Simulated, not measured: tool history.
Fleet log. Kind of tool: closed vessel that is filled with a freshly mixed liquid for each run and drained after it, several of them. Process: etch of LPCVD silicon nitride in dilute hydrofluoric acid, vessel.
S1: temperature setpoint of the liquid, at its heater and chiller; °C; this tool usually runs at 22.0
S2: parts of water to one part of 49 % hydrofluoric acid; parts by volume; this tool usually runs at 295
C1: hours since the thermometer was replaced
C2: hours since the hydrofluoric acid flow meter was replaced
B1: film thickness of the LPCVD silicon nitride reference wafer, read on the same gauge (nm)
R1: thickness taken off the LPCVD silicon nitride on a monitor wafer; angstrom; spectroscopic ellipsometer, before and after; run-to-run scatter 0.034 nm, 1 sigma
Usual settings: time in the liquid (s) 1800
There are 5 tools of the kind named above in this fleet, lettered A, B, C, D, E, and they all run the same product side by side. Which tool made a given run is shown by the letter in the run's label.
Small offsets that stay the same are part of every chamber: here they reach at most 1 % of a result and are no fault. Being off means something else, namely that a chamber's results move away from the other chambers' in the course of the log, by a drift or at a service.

Run 1A, hour 12.2: usual settings; C1 1012.2; C2 104.9; B1 110.01. Result: R1 26.880 angstrom.
Run 2B, hour 24.4: usual settings; C1 594.1; C2 682.2; B1 110.03. Result: R1 26.167 angstrom.
Run 3E, hour 34.8: usual settings; C1 998.5; C2 1960.3; B1 110.00. Result: R1 26.741 angstrom.
Run 4D, hour 43.9: usual settings; C1 154.2; C2 426.9; B1 110.00. Result: R1 26.721 angstrom.
Run 5C, hour 52.4: usual settings; C1 1399.1; C2 156.8; B1 109.98. Result: R1 26.614 angstrom.
At hour 58.6: chamber D: hydrofluoric acid flow meter replaced.
Run 6C, hour 65.2: usual settings; C1 1411.9; C2 169.6; B1 109.95. Result: R1 27.336 angstrom.
Run 7B, hour 75.1: usual settings; C1 644.8; C2 732.9; B1 109.98. Result: R1 27.043 angstrom.
Run 8A, hour 85.4: usual settings; C1 1085.4; C2 178.1; B1 110.00. Result: R1 26.223 angstrom.
Run 9D, hour 91.8: usual settings; C1 202.1; C2 33.3; B1 110.04. Result: R1 26.561 angstrom.
At hour 95.1: chamber E: hydrofluoric acid flow meter replaced.
Run 10E, hour 98.8: usual settings; C1 1062.5; C2 3.8; B1 109.97. Result: R1 26.637 angstrom.
Run 11C, hour 110.1: usual settings; C1 1456.8; C2 214.5; B1 110.02. Result: R1 27.016 angstrom.
Run 12E, hour 120.9: usual settings; C1 1084.6; C2 25.9; B1 109.98. Result: R1 26.494 angstrom.
Run 13D, hour 131.5: usual settings; C1 241.8; C2 73.0; B1 110.00. Result: R1 26.674 angstrom.
Run 14B, hour 143.2: usual settings; C1 712.9; C2 801.0; B1 110.03. Result: R1 25.886 angstrom.
Run 15A, hour 153.4: usual settings; C1 1153.4; C2 246.1; B1 110.02. Result: R1 26.764 angstrom.
Run 16A, hour 159.8: usual settings; C1 1159.8; C2 252.5; B1 110.00. Result: R1 26.610 angstrom.
Run 17B, hour 166.0: usual settings but S1 25.0 °C, S2 195 parts by volume; C1 735.7; C2 823.8; B1 109.98. Result: R1 46.665 angstrom.
Run 18C, hour 172.3: usual settings but S1 25.0 °C, S2 195 parts by volume; C1 1519.0; C2 276.7; B1 109.99. Result: R1 48.601 angstrom.
Run 19D, hour 181.2: usual settings but S1 25.0 °C, S2 195 parts by volume; C1 291.5; C2 122.7; B1 109.99. Result: R1 47.742 angstrom.
Run 20E, hour 190.1: usual settings but S1 25.0 °C, S2 195 parts by volume; C1 1153.8; C2 95.1; B1 110.05. Result: R1 47.259 angstrom.
Run 21B, hour 202.2: usual settings but S1 25.0 °C, S2 195 parts by volume; C1 771.9; C2 860.0; B1 109.99. Result: R1 47.460 angstrom.
Run 22A, hour 208.4: usual settings but S1 25.0 °C, time in the liquid (s) 2685; C1 1208.4; C2 301.1; B1 109.99. Result: R1 47.412 angstrom.
Run 23C, hour 221.1: usual settings but S1 25.0 °C, time in the liquid (s) 2685; C1 1567.8; C2 325.5; B1 109.95. Result: R1 47.086 angstrom.
Run 24E, hour 226.8: usual settings but S1 25.0 °C, time in the liquid (s) 2685; C1 1190.5; C2 131.8; B1 109.99. Result: R1 48.651 angstrom.
Run 25D, hour 232.7: usual settings but S1 25.0 °C, time in the liquid (s) 2685; C1 343.0; C2 174.2; B1 109.98. Result: R1 48.039 angstrom.
At hour 233.7: chamber B: thermometer replaced.
Run 26C, hour 244.7: usual settings but S1 25.0 °C, time in the liquid (s) 2685; C1 1591.4; C2 349.1; B1 110.01. Result: R1 47.909 angstrom.
Run 27E, hour 253.4: usual settings; C1 1217.1; C2 158.4; B1 110.01. Result: R1 26.025 angstrom.
Run 28A, hour 265.6: usual settings but S1 20.5 °C; C1 1265.6; C2 358.3; B1 110.00. Result: R1 23.688 angstrom.
Run 29D, hour 273.3: usual settings but S1 20.5 °C; C1 383.6; C2 214.8; B1 109.98. Result: R1 24.480 angstrom.
Run 30B, hour 285.1: usual settings but S1 20.5 °C; C1 51.4; C2 942.9; B1 109.97. Result: R1 24.276 angstrom.
Run 31D, hour 293.0: usual settings but S1 20.5 °C; C1 403.3; C2 234.5; B1 110.01. Result: R1 24.582 angstrom.
Run 32C, hour 303.5: usual settings but S1 20.5 °C; C1 1650.2; C2 407.9; B1 110.01. Result: R1 24.766 angstrom.
Run 33B, hour 316.3: usual settings; C1 82.6; C2 974.1; B1 110.02. Result: R1 26.345 angstrom.
Run 34A, hour 324.2: usual settings; C1 1324.2; C2 416.9; B1 110.03. Result: R1 26.155 angstrom.

Predict what each chamber gives when all 5 of them run the settings below next.
Run 35A, hour 333.4: usual settings. Result: R1 ?.
Run 35B, hour 333.4: usual settings. Result: R1 ?.
Run 35C, hour 333.4: usual settings. Result: R1 ?.
Run 35D, hour 333.4: usual settings. Result: R1 ?.
Run 35E, hour 333.4: usual settings. Result: R1 ?.

run      R1
35A  26.397
35B  26.548
35C  27.270
35D  26.075
35E  26.498

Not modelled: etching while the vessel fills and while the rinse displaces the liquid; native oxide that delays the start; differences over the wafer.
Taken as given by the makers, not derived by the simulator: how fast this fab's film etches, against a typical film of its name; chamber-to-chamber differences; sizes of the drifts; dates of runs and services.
